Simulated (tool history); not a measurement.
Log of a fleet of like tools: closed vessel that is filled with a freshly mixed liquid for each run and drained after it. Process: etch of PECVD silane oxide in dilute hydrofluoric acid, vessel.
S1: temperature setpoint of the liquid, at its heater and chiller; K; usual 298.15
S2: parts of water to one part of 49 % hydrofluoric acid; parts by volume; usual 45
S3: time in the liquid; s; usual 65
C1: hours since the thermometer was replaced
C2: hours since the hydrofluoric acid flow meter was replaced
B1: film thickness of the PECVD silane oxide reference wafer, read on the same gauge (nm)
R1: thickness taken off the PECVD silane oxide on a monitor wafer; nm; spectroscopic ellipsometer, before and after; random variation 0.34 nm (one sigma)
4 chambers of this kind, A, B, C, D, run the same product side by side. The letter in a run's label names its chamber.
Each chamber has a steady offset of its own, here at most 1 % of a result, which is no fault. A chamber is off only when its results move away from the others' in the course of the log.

| run | hour | S1 | S2 | S3 | C1 | C2 | B1 | R1 |
|---|---|---|---|---|---|---|---|---|
| 1A | 4.5 | 298.15 | 45 | 65 | 1751.4 | 1326.3 | 99.983 | 47.423 |
| 2B | 9.1 | 298.15 | 45 | 65 | 879.2 | 618.3 | 100.000 | 47.288 |
| 3D | 14.7 | 298.15 | 45 | 65 | 515.7 | 269.0 | 100.000 | 47.908 |
| 4C | 18.0 | 298.15 | 45 | 65 | 552.9 | 392.0 | 99.994 | 47.430 |
| 5A | 21.8 | 298.15 | 45 | 65 | 1768.7 | 1343.6 | 100.040 | 47.422 |
| 6C | 26.2 | 298.15 | 45 | 65 | 561.1 | 400.2 | 100.060 | 47.355 |
| 7D | 29.3 | 298.15 | 45 | 65 | 530.3 | 283.6 | 99.966 | 47.688 |
| 8B | 32.3 | 298.15 | 45 | 65 | 902.4 | 641.5 | 99.969 | 46.249 |
| 9D | 35.2 | 298.15 | 45 | 65 | 536.2 | 289.5 | 100.020 | 48.280 |
| 10B | 41.3 | 298.15 | 45 | 65 | 911.4 | 650.5 | 100.010 | 46.983 |
| 11A | 46.8 | 298.15 | 45 | 65 | 1793.7 | 1368.6 | 100.010 | 48.197 |
| 12C | 49.7 | 298.15 | 45 | 65 | 584.6 | 423.7 | 100.050 | 47.407 |
| 13A | 55.5 | 298.15 | 45 | 65 | 1802.4 | 1377.3 | 100.040 | 48.053 |
| 14C | 60.8 | 298.15 | 45 | 65 | 595.7 | 434.8 | 99.999 | 47.305 |
| 15B | 64.9 | 298.15 | 45 | 65 | 935.0 | 674.1 | 100.020 | 45.551 |
| 16D | 68.4 | 298.15 | 45 | 65 | 569.4 | 322.7 | 99.998 | 48.106 |
| 17B | 72.8 | 298.15 | 45 | 65 | 942.9 | 682.0 | 100.010 | 45.083 |
| 18C | 77.1 | 298.15 | 45 | 65 | 612.0 | 451.1 | 99.999 | 48.186 |
| 19A | 80.7 | 298.15 | 45 | 65 | 1827.6 | 1402.5 | 99.989 | 47.477 |
| 20D | 83.7 | 298.15 | 45 | 65 | 584.7 | 338.0 | 100.030 | 47.368 |
| 21B | 89.7 | 298.15 | 60 | 100 | 959.8 | 698.9 | 100.020 | 50.717 |
| 22A | 93.7 | 298.15 | 60 | 100 | 1840.6 | 1415.5 | 99.975 | 54.386 |
| 23C | 97.9 | 298.15 | 60 | 100 | 632.8 | 471.9 | 100.020 | 53.538 |
| 24D | 103.5 | 298.15 | 60 | 100 | 604.5 | 357.8 | 99.974 | 54.063 |
| 25C | 109.5 | 298.15 | 45 | 65 | 644.4 | 483.5 | 99.958 | 48.254 |
| 26D | 115.2 | 298.15 | 45 | 65 | 616.2 | 369.5 | 100.000 | 47.218 |
| 27B | 120.9 | 298.15 | 45 | 65 | 991.0 | 730.1 | 99.967 | 42.615 |

Is one chamber off against the others, does the gauge drift, or is nothing wrong? If a chamber is off, say which, and what the likeliest cause is.

Chamber B drifts away from the others.
Cause: liquid colder than its thermometer reads (K) = 2.37.
The log may not tell that from: hydrofluoric acid flow below the setpoint (%).

Here are 4 candidates for chamber B's next run, each the usual settings with a change, their results left as question marks. Which one brings its results back in line with what the others give on the usual settings?
In line means no further than this from the other chambers' mean on the usual settings: R1 1.200 nm
| 28B-1 | 125.3 | 299.15 | 45 | 65 |  |  |  | ? |
| 28B-2 | 125.3 | 300.65 | 45 | 65 |  |  |  | ? |
| 28B-3 | 125.3 | 297.15 | 45 | 65 |  |  |  | ? |
| 28B-4 | 125.3 | 298.15 | 50 | 65 |  |  |  | ? |

The other chambers' mean on the usual settings: R1 47.834 nm
| run | R1 |
|---|---|
| 28B-1 | 44.657 |
| 28B-2 | 47.503 |
| 28B-3 | 41.080 |
| 28B-4 | 38.362 |
28B-2 brings the chamber back in line.
